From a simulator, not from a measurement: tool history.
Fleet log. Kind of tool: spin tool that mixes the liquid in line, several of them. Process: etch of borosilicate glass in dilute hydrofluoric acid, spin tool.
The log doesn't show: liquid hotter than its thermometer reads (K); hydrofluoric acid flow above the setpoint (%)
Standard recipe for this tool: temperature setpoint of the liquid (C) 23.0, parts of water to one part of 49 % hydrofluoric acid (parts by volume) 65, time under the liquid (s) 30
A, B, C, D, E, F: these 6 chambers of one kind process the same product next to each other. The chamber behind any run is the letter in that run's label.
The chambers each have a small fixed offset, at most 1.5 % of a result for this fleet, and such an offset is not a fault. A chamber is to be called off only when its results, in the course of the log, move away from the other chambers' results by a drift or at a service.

run    day  temperature setpoint of the liquid (C)  parts of water to one part of 49 % hydrofluoric acid (parts by volume)  time under the liquid (s)  hours since the thermometer was replaced  hours since the hydrofluoric acid flow meter was replaced  read-back film thickness of the borosilicate glass reference wafer, read on the same gauge (nm)  thickness taken off the borosilicate glass on a monitor wafer (nm)
 1E  0.146                                    23.0                                                                      65                         30                                    1625.1                                                      262.6                                                                                           140.01                                                             17.7870
 2F  0.367                                    23.0                                                                      65                         30                                    1377.9                                                      107.3                                                                                           140.00                                                             18.1940
 3B  0.496                                    23.0                                                                      65                         30                                    1272.8                                                     1396.1                                                                                           140.00                                                             18.7060
 4C  0.733                                    23.0                                                                      65                         30                                    1308.2                                                      246.3                                                                                           140.01                                                             18.0100
 5D  0.896                                    23.0                                                                      65                         30                                     735.7                                                     1741.7                                                                                           139.98                                                             18.1160
 6A  1.125                                    23.0                                                                      65                         30                                     251.0                                                     1353.8                                                                                           140.00                                                             18.4140
 7A  1.267                                    23.0                                                                      80                         15                                     254.4                                                     1357.2                                                                                           140.00                                                              7.2666
 8F  1.496                                    23.0                                                                      80                         15                                    1405.0                                                      134.4                                                                                           140.00                                                              7.3575
 9B  1.662                                    23.0                                                                      80                         15                                    1300.8                                                     1424.1                                                                                           139.98                                                              7.2784
10C  1.783                                    23.0                                                                      80                         15                                    1333.4                                                      271.5                                                                                           139.99                                                              7.3710
11E  2.017                                    23.0                                                                      80                         15                                    1670.0                                                      307.5                                                                                           140.01                                                              7.1940
12D  2.188                                    23.0                                                                      80                         15                                     766.7                                                     1772.7                                                                                           140.02                                                              7.1093
13B  2.454                                    23.0                                                                      65                         30                                    1319.8                                                     1443.1                                                                                           140.01                                                             18.4050
14E  2.612                                    23.0                                                                      65                         30                                    1684.3                                                      321.8                                                                                           140.02                                                             17.8000
15D  2.750                                    23.0                                                                      65                         30                                     780.2                                                     1786.2                                                                                           140.00                                                             17.9830
16F  3.012                                    23.0                                                                      65                         30                                    1441.4                                                      170.8                                                                                           140.01                                                             18.7360
17A  3.133                                    23.0                                                                      65                         30                                     299.2                                                     1402.0                                                                                           140.00                                                             18.1550
18C  3.325                                    23.0                                                                      65                         30                                    1370.4                                                      308.5                                                                                           140.01                                                             18.2100
19B  3.458                                    23.0                                                                      65                         30                                    1343.9                                                     1467.2                                                                                           139.98                                                             18.3170
     3.588  -- chamber E: thermometer replaced
20A  3.629                                    23.0                                                                      65                         30                                     311.1                                                     1413.9                                                                                           139.99                                                             18.6130
21E  3.817                                    23.0                                                                      65                         30                                       5.6                                                      350.7                                                                                           140.01                                                             17.9200
22C  3.975                                    23.0                                                                      65                         30                                    1386.0                                                      324.1                                                                                           140.01                                                             17.9890
23D  4.238                                    23.0                                                                      65                         30                                     815.9                                                     1821.9                                                                                           139.99                                                             18.1390
24F  4.433                                    23.0                                                                      65                         30                                    1475.5                                                      204.9                                                                                           139.99                                                             18.4410
25A  4.667                                    23.0                                                                      65                         30                                     336.0                                                     1438.8                                                                                           140.00                                                             18.8220
26D  4.892                                    23.0                                                                      65                         30                                     831.6                                                     1837.6                                                                                           140.00                                                             18.0200
27B  5.092                                    23.0                                                                      65                         30                                    1383.1                                                     1506.4                                                                                           139.98                                                             18.2500
28F  5.242                                    23.0                                                                      55                         30                                    1494.9                                                      224.3                                                                                           140.00                                                             21.8700
29C  5.458                                    23.0                                                                      55                         30                                    1421.6                                                      359.7                                                                                           139.99                                                             21.4220
30E  5.583                                    23.0                                                                      55                         30                                      48.0                                                      393.1                                                                                           139.99                                                             21.3550
31D  5.838                                    23.0                                                                      55                         30                                     854.3                                                     1860.3                                                                                           140.00                                                             21.1100
32A  6.000                                    23.0                                                                      55                         30                                     368.0                                                     1470.8                                                                                           139.99                                                             22.7110
33C  6.196                                    23.0                                                                      55                         30                                    1439.3                                                      377.4                                                                                           140.00                                                             21.8720
34B  6.321                                    23.0                                                                      65                         30                                    1412.6                                                     1535.9                                                                                           139.99                                                             18.6170
35F  6.438                                    23.0                                                                      65                         30                                    1523.6                                                      253.0                                                                                           140.00                                                             18.4380
36E  6.558                                    23.0                                                                      65                         30                                      71.4                                                      416.5                                                                                           139.99                                                             17.9820
37E  6.742                                    23.0                                                                      65                         30                                      75.8                                                      420.9                                                                                           140.01                                                             17.8230
38A  6.900                                    19.5                                                                      55                         30                                     389.6                                                     1492.4                                                                                           140.00                                                             19.7950
39D  7.142                                    19.5                                                                      55                         30                                     885.6                                                     1891.6                                                                                           140.01                                                             18.5900
40F  7.396                                    19.5                                                                      55                         30                                    1546.6                                                      276.0                                                                                           139.99                                                             19.1680
41B  7.575                                    19.5                                                                      55                         30                                    1442.7                                                     1566.0                                                                                           139.99                                                             18.9940
42C  7.729                                    19.5                                                                      55                         30                                    1476.1                                                      414.2                                                                                           140.01                                                             18.6730
43D  7.875                                    19.5                                                                      55                         30                                     903.2                                                     1909.2                                                                                           139.99                                                             18.4790
44C  8.096                                    23.0                                                                      65                         30                                    1484.9                                                      423.0                                                                                           139.99                                                             17.9040

The same settings go to every chamber for the next run, one line per chamber below. Forecast the results for each:
45A  8.288                                    23.0                                                                      65                         20                                                                                                                                                                                                                                                                         ?
45B  8.288                                    23.0                                                                      65                         20                                                                                                                                                                                                                                                                         ?
45C  8.288                                    23.0                                                                      65                         20                                                                                                                                                                                                                                                                         ?
45D  8.288                                    23.0                                                                      65                         20                                                                                                                                                                                                                                                                         ?
45E  8.288                                    23.0                                                                      65                         20                                                                                                                                                                                                                                                                         ?
45F  8.288                                    23.0                                                                      65                         20                                                                                                                                                                                                                                                                         ?

run  thickness taken off the borosilicate glass on a monitor wafer (nm)
45A                                                             13.2520
45B                                                             12.0300
45C                                                             12.1190
45D                                                             12.0740
45E                                                             11.8420
45F                                                             12.2670
